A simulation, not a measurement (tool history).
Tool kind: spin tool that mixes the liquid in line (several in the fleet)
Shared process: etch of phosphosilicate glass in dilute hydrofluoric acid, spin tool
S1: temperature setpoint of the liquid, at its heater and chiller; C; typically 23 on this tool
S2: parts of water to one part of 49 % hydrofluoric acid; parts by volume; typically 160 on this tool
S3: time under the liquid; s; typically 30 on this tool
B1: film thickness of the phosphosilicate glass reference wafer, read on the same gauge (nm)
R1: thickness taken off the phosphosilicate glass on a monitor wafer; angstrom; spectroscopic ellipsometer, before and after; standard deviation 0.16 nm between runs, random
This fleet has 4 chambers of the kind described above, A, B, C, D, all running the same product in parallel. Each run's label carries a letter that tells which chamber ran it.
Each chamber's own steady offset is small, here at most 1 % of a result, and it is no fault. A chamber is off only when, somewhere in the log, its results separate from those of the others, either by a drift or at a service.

Run 1A, hour 14.6: usual settings; B1 110.02. Result: R1 177.230 angstrom.
Run 2D, hour 30.5: usual settings; B1 110.02. Result: R1 174.230 angstrom.
Run 3B, hour 45.2: usual settings; B1 110.00. Result: R1 175.900 angstrom.
Run 4C, hour 57.4: usual settings; B1 110.01. Result: R1 177.600 angstrom.
Run 5C, hour 72.3: usual settings; B1 110.00. Result: R1 176.320 angstrom.
Run 6B, hour 79.7: usual settings; B1 110.02. Result: R1 176.280 angstrom.
Run 7D, hour 93.5: usual settings but S1 26 C; B1 109.99. Result: R1 199.250 angstrom.
Run 8A, hour 104.3: usual settings but S1 26 C; B1 109.98. Result: R1 198.430 angstrom.
Run 9A, hour 117.7: usual settings but S1 26 C; B1 110.01. Result: R1 199.730 angstrom.
Run 10B, hour 126.6: usual settings but S1 26 C; B1 109.99. Result: R1 199.350 angstrom.
Run 11C, hour 138.5: usual settings; B1 110.00. Result: R1 178.520 angstrom.
Run 12D, hour 148.6: usual settings; B1 109.97. Result: R1 180.370 angstrom.
Run 13C, hour 155.7: usual settings but S3 15 s; B1 109.99. Result: R1 90.147 angstrom.
At hour 165.7: chamber B: hydrofluoric acid flow meter replaced.
Run 14D, hour 168.0: usual settings but S3 15 s; B1 109.99. Result: R1 87.842 angstrom.
Run 15A, hour 183.6: usual settings but S3 15 s; B1 110.02. Result: R1 88.962 angstrom.
At hour 190.5: chamber C: thermometer replaced.
Run 16B, hour 193.2: usual settings but S3 15 s; B1 110.00. Result: R1 87.787 angstrom.
Run 17C, hour 209.5: usual settings; B1 109.99. Result: R1 180.100 angstrom.
Run 18B, hour 225.1: usual settings; B1 110.00. Result: R1 178.200 angstrom.
Run 19D, hour 240.8: usual settings but S3 20 s; B1 110.02. Result: R1 118.380 angstrom.
Run 20A, hour 256.0: usual settings but S3 20 s; B1 109.99. Result: R1 120.710 angstrom.
At hour 258.1: chamber A: hydrofluoric acid flow meter replaced.
Run 21D, hour 263.3: usual settings but S3 20 s; B1 110.03. Result: R1 118.310 angstrom.
Run 22C, hour 275.1: usual settings but S3 20 s; B1 110.01. Result: R1 117.280 angstrom.
Run 23A, hour 282.8: usual settings; B1 110.03. Result: R1 175.100 angstrom.
Run 24B, hour 291.1: usual settings; B1 110.01. Result: R1 176.620 angstrom.
Run 25D, hour 306.2: usual settings; B1 110.02. Result: R1 178.170 angstrom.
Run 26B, hour 321.8: usual settings; B1 110.01. Result: R1 180.060 angstrom.
Run 27C, hour 333.2: usual settings; B1 109.99. Result: R1 177.350 angstrom.
Run 28A, hour 341.5: usual settings; B1 109.98. Result: R1 176.950 angstrom.
Run 29B, hour 350.7: usual settings but S2 215 parts by volume; B1 110.02. Result: R1 126.120 angstrom.
Run 30A, hour 359.2: usual settings but S2 215 parts by volume; B1 110.04. Result: R1 124.440 angstrom.
Run 31D, hour 371.8: usual settings but S2 215 parts by volume; B1 109.98. Result: R1 126.120 angstrom.
At hour 377.5: chamber D: thermometer replaced.
Run 32C, hour 380.1: usual settings but S2 215 parts by volume; B1 110.01. Result: R1 126.240 angstrom.
Run 33B, hour 395.1: usual settings; B1 110.03. Result: R1 179.490 angstrom.
Run 34C, hour 408.9: usual settings; B1 109.96. Result: R1 177.840 angstrom.
Run 35D, hour 423.7: usual settings; B1 109.97. Result: R1 180.920 angstrom.
Run 36A, hour 438.3: usual settings; B1 109.97. Result: R1 178.970 angstrom.

Next, every chamber runs the same settings. What will each give?
Run 37A, hour 450.0: usual settings but S3 15 s. Result: R1 ?.
Run 37B, hour 450.0: usual settings but S3 15 s. Result: R1 ?.
Run 37C, hour 450.0: usual settings but S3 15 s. Result: R1 ?.
Run 37D, hour 450.0: usual settings but S3 15 s. Result: R1 ?.

run      R1
37A  89.444
37B  87.936
37C  89.112
37D  89.048
